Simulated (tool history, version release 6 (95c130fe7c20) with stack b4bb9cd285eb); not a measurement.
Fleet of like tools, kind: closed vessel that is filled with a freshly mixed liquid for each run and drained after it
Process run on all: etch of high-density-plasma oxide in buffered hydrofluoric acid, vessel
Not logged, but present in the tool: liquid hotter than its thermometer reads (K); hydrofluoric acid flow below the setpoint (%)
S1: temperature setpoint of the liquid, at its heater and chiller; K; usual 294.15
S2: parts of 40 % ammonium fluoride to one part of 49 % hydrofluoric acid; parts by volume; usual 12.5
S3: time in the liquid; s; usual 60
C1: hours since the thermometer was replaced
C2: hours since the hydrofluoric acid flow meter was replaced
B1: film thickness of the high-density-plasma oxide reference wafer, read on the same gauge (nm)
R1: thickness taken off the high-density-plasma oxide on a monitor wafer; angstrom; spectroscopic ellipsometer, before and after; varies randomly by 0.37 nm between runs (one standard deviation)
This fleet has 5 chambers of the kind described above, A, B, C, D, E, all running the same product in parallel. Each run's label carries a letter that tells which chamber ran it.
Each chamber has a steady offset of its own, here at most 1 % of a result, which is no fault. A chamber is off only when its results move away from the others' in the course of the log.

run	hour	S1	S2	S3	C1	C2	B1	R1
1B	4.9	294.15	12.5	60	401.5	1649.0	150.02	1073.80
2E	10.6	294.15	12.5	60	1404.8	207.6	149.97	1075.80
3D	14.0	294.15	12.5	60	617.5	973.4	150.00	1061.70
4A	18.5	294.15	12.5	60	500.8	98.5	149.97	1061.20
5C	22.2	291.65	15.0	60	1384.4	313.4	149.94	776.20
6D	27.5	291.65	15.0	60	631.0	986.9	149.98	770.87
# hour 28.7: chamber A: thermometer replaced
7B	33.5	291.65	15.0	60	430.1	1677.6	150.01	775.35
8A	38.7	291.65	15.0	60	10.0	118.7	150.00	764.79
9E	44.2	291.65	15.0	60	1438.4	241.2	149.95	780.07
10C	46.9	290.15	12.5	90	1409.1	338.1	150.00	1275.20
11B	50.2	290.15	12.5	90	446.8	1694.3	149.98	1277.70
12D	55.7	290.15	12.5	90	659.2	1015.1	150.01	1275.30
13E	59.2	290.15	12.5	90	1453.4	256.2	149.99	1282.30
14A	63.6	290.15	12.5	90	34.9	143.6	149.97	1270.20
15C	66.8	294.15	12.5	60	1429.0	358.0	150.01	1073.60
16C	71.0	294.15	12.5	60	1433.2	362.2	149.98	1068.00
17B	76.9	294.15	12.5	60	473.5	1721.0	149.99	1069.70
18A	80.9	294.15	12.5	60	52.2	160.9	150.00	1061.60
19D	86.4	294.15	12.5	60	689.9	1045.8	150.00	1052.50
20E	91.2	294.15	12.5	60	1485.4	288.2	150.00	1079.70
21A	96.5	294.15	12.5	60	67.8	176.5	150.02	1055.60
22B	101.9	294.15	12.5	60	498.5	1746.0	150.03	1072.50
23C	105.2	294.15	12.5	90	1467.4	396.4	150.02	1608.50
24E	108.7	294.15	12.5	90	1502.9	305.7	150.00	1612.90
25D	111.7	294.15	12.5	90	715.2	1071.1	149.97	1586.80
26E	115.9	294.15	12.5	90	1510.1	312.9	150.02	1610.30
27D	120.4	294.15	12.5	90	723.9	1079.8	149.99	1582.40
28B	123.7	294.15	12.5	60	520.3	1767.8	150.03	1074.60
29C	128.1	294.15	12.5	60	1490.3	419.3	149.97	1066.10
30A	133.0	294.15	12.5	60	104.3	213.0	150.02	1053.40
31D	138.2	294.15	12.5	60	741.7	1097.6	150.00	1061.50
32B	143.5	294.15	12.5	60	540.1	1787.6	149.98	1076.60
33E	149.0	294.15	12.5	60	1543.2	346.0	150.00	1071.00
34A	151.8	294.15	12.5	60	123.1	231.8	149.97	1058.80
35C	155.6	294.15	12.5	60	1517.8	446.8	149.99	1071.00
36B	159.2	294.15	12.5	60	555.8	1803.3	150.02	1070.50

Is one chamber out of step, is the gauge drifting, or do the chambers differ by no more than their own small offsets? For an off chamber, give its letter and the likeliest cause.

Neither any chamber nor the gauge drifts; the chambers differ only by their own small, steady offsets.

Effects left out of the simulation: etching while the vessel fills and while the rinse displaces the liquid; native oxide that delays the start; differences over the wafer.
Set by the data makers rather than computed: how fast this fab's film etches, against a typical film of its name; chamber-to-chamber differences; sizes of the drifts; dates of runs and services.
